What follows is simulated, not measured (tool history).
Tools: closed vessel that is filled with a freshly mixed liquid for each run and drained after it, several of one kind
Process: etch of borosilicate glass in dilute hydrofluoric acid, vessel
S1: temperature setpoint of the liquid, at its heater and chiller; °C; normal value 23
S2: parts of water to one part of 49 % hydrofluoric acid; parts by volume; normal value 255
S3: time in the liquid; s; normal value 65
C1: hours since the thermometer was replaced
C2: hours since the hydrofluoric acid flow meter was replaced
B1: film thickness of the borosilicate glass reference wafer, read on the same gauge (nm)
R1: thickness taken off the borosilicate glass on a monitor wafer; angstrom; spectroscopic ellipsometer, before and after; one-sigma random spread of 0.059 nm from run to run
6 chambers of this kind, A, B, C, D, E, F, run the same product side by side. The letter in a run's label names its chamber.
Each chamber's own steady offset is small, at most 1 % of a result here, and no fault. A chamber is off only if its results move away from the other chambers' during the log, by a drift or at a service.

| run | hour | S1 | S2 | S3 | C1 | C2 | B1 | R1 |
|---|---|---|---|---|---|---|---|---|
|  | 6.5 | chamber A: thermometer replaced |
| 1E | 13.7 | 23 | 255 | 65 | 180 | 627.8 | 130.01 | 60.724 |
| 2F | 29 | 23 | 255 | 65 | 480.4 | 2012.4 | 130.01 | 61.685 |
| 3C | 40 | 23 | 255 | 65 | 796.4 | 2059 | 130.01 | 60.604 |
| 4D | 54.4 | 23 | 255 | 65 | 550.7 | 526.7 | 130.02 | 60.919 |
|  | 66.9 | chamber C: thermometer replaced |
| 5B | 69.2 | 18.5 | 375 | 65 | 1091.1 | 355.9 | 129.99 | 31.495 |
| 6A | 79.7 | 18.5 | 375 | 65 | 73.2 | 520.3 | 129.99 | 31.778 |
| 7D | 90.9 | 18.5 | 375 | 65 | 587.2 | 563.2 | 129.99 | 31.546 |
| 8E | 105.5 | 18.5 | 375 | 65 | 271.8 | 719.6 | 130 | 31.312 |
|  | 109 | chamber D: thermometer replaced |
| 9C | 118.8 | 18.5 | 375 | 65 | 51.9 | 2137.8 | 130.01 | 31.84 |
| 10F | 131.6 | 18.5 | 375 | 65 | 583 | 2115 | 130 | 31.778 |
|  | 139.9 | chamber F: thermometer replaced |
| 11A | 144.1 | 23 | 255 | 65 | 137.6 | 584.7 | 130.03 | 60.815 |
| 12B | 155.6 | 23 | 255 | 65 | 1177.5 | 442.3 | 130 | 60.708 |
|  | 157 | chamber E: hydrofluoric acid flow meter replaced |
|  | 167.9 | chamber C: hydrofluoric acid flow meter replaced |
| 13A | 170.5 | 23 | 255 | 65 | 164 | 611.1 | 130 | 60.536 |
| 14F | 186.2 | 23 | 255 | 65 | 46.3 | 2169.6 | 130 | 60.639 |
| 15D | 198 | 23 | 255 | 65 | 89.1 | 670.3 | 130.01 | 60.829 |
| 16C | 205.3 | 23 | 255 | 65 | 138.4 | 37.5 | 129.97 | 60.617 |
| 17B | 218.3 | 23 | 255 | 65 | 1240.2 | 505 | 129.98 | 63.557 |
| 18E | 231.5 | 23 | 255 | 65 | 397.8 | 74.5 | 129.99 | 59.942 |
| 19D | 247 | 23 | 255 | 65 | 138.1 | 719.3 | 129.97 | 60.231 |
| 20B | 255.1 | 23 | 255 | 65 | 1277 | 541.8 | 129.99 | 63.736 |
| 21A | 267.9 | 23 | 255 | 65 | 261.4 | 708.5 | 130 | 61.085 |
| 22E | 282.1 | 23 | 255 | 65 | 448.4 | 125.1 | 129.96 | 60.657 |
| 23F | 298 | 23 | 255 | 65 | 158.1 | 2281.4 | 129.98 | 61.728 |
| 24C | 312.5 | 23 | 255 | 65 | 245.6 | 144.7 | 130 | 60.964 |
| 25E | 322.9 | 23 | 255 | 65 | 489.2 | 165.9 | 130.04 | 60.015 |
| 26C | 332.5 | 23 | 255 | 65 | 265.6 | 164.7 | 130.01 | 60.533 |
| 27F | 345.1 | 23 | 255 | 65 | 205.2 | 2328.5 | 129.99 | 61.122 |
| 28A | 356.5 | 25.5 | 180 | 65 | 350 | 797.1 | 130.02 | 102.86 |
| 29D | 365 | 25.5 | 180 | 65 | 256.1 | 837.3 | 130.01 | 104.17 |
| 30B | 380.6 | 25.5 | 180 | 65 | 1402.5 | 667.3 | 130.04 | 108.15 |
| 31A | 391.8 | 25.5 | 180 | 65 | 385.3 | 832.4 | 129.99 | 103.26 |
| 32E | 400 | 25.5 | 180 | 65 | 566.3 | 243 | 130 | 103.42 |
| 33F | 411.6 | 25.5 | 180 | 65 | 271.7 | 2395 | 129.97 | 105.48 |
| 34C | 420 | 20 | 255 | 65 | 353.1 | 252.2 | 129.99 | 55.414 |
| 35D | 432.7 | 20 | 255 | 65 | 323.8 | 905 | 130.03 | 55.311 |
| 36B | 439.8 | 20 | 255 | 65 | 1461.7 | 726.5 | 129.99 | 58.792 |
| 37F | 452.2 | 20 | 255 | 65 | 312.3 | 2435.6 | 130 | 54.239 |
| 38C | 462.8 | 20 | 255 | 65 | 395.9 | 295 | 129.98 | 54.381 |
| 39E | 472.3 | 20 | 255 | 65 | 638.6 | 315.3 | 130.03 | 53.981 |
| 40A | 479.5 | 23 | 255 | 65 | 473 | 920.1 | 130.01 | 61.647 |
| 41B | 491.3 | 23 | 255 | 65 | 1513.2 | 778 | 130 | 65.786 |

Next, all 6 chambers run the settings below, one line each with question marks for the results. What does each chamber give?
| 42A | 502.8 | 27 | 255 | 65 |  |  |  | ? |
| 42B | 502.8 | 27 | 255 | 65 |  |  |  | ? |
| 42C | 502.8 | 27 | 255 | 65 |  |  |  | ? |
| 42D | 502.8 | 27 | 255 | 65 |  |  |  | ? |
| 42E | 502.8 | 27 | 255 | 65 |  |  |  | ? |
| 42F | 502.8 | 27 | 255 | 65 |  |  |  | ? |

| run | R1 |
|---|---|
| 42A | 69.608 |
| 42B | 76.924 |
| 42C | 69.881 |
| 42D | 69.983 |
| 42E | 69.691 |
| 42F | 70.046 |
